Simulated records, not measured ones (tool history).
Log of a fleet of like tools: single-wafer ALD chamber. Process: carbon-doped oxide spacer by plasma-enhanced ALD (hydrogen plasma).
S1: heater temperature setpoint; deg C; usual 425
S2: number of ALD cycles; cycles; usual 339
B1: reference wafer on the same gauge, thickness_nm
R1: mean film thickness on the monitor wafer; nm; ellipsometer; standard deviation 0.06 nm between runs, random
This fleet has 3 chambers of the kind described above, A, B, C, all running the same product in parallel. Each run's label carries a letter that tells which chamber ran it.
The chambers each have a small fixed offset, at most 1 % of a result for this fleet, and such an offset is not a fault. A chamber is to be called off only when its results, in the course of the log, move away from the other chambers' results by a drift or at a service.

run,hour,S1,S2,B1,R1
1A,12.1,425,339,14.394,15.64
2B,19.4,425,339,14.409,15.588
3C,35.7,425,339,14.395,15.774
4A,44.8,425,339,14.396,15.641
5C,57.4,425,339,14.402,15.683
6B,69,425,339,14.404,15.61
7B,83.2,425,339,14.392,15.639
8A,99.5,425,393,14.423,18.332
9C,110.8,425,393,14.412,18.164
10B,122.7,425,393,14.399,18.123
11C,136.6,425,339,14.402,15.805
12A,145.6,425,339,14.408,15.773
13C,156.3,425,339,14.401,15.741
14B,170,439,339,14.397,14.951
15A,179.9,439,339,14.416,15.126
16B,191.1,439,339,14.399,14.889
17A,199.3,425,339,14.41,15.7
18C,210.7,415,284,14.403,13.653
19C,223.6,415,284,14.413,13.7
20A,238.3,415,284,14.422,13.632
21B,248.8,425,369,14.398,16.983
22B,258,425,369,14.399,16.967
23C,265.2,425,369,14.394,17.108
# hour 277.8: chamber C: thermocouple changed; heater temperature recalibrated
24A,278.5,425,339,14.391,15.692
25C,289.9,425,339,14.396,15.685
26B,304.9,425,339,14.395,15.683
27A,317,425,339,14.396,15.688
28A,329,425,339,14.381,15.774
29C,338.6,425,339,14.398,15.764
30B,352.7,425,366,14.398,16.92
31A,362.5,425,366,14.403,17.037
# hour 367.5: chamber B: thermocouple changed; heater temperature recalibrated
32B,376.9,425,366,14.4,16.881
33C,389.9,425,339,14.398,15.755
34A,398.4,425,339,14.407,15.735
35C,407,425,339,14.4,15.806
36B,418.3,425,339,14.4,15.651
37B,427.5,425,339,14.385,15.671
38A,439,425,339,14.397,15.728
39C,452.4,425,339,14.401,15.75

Predict what each chamber gives when all 3 of them run the settings below next.
40A,464.1,425,339,,?
40B,464.1,425,339,,?
40C,464.1,425,339,,?

run,R1
40A,15.76
40B,15.623
40C,15.679

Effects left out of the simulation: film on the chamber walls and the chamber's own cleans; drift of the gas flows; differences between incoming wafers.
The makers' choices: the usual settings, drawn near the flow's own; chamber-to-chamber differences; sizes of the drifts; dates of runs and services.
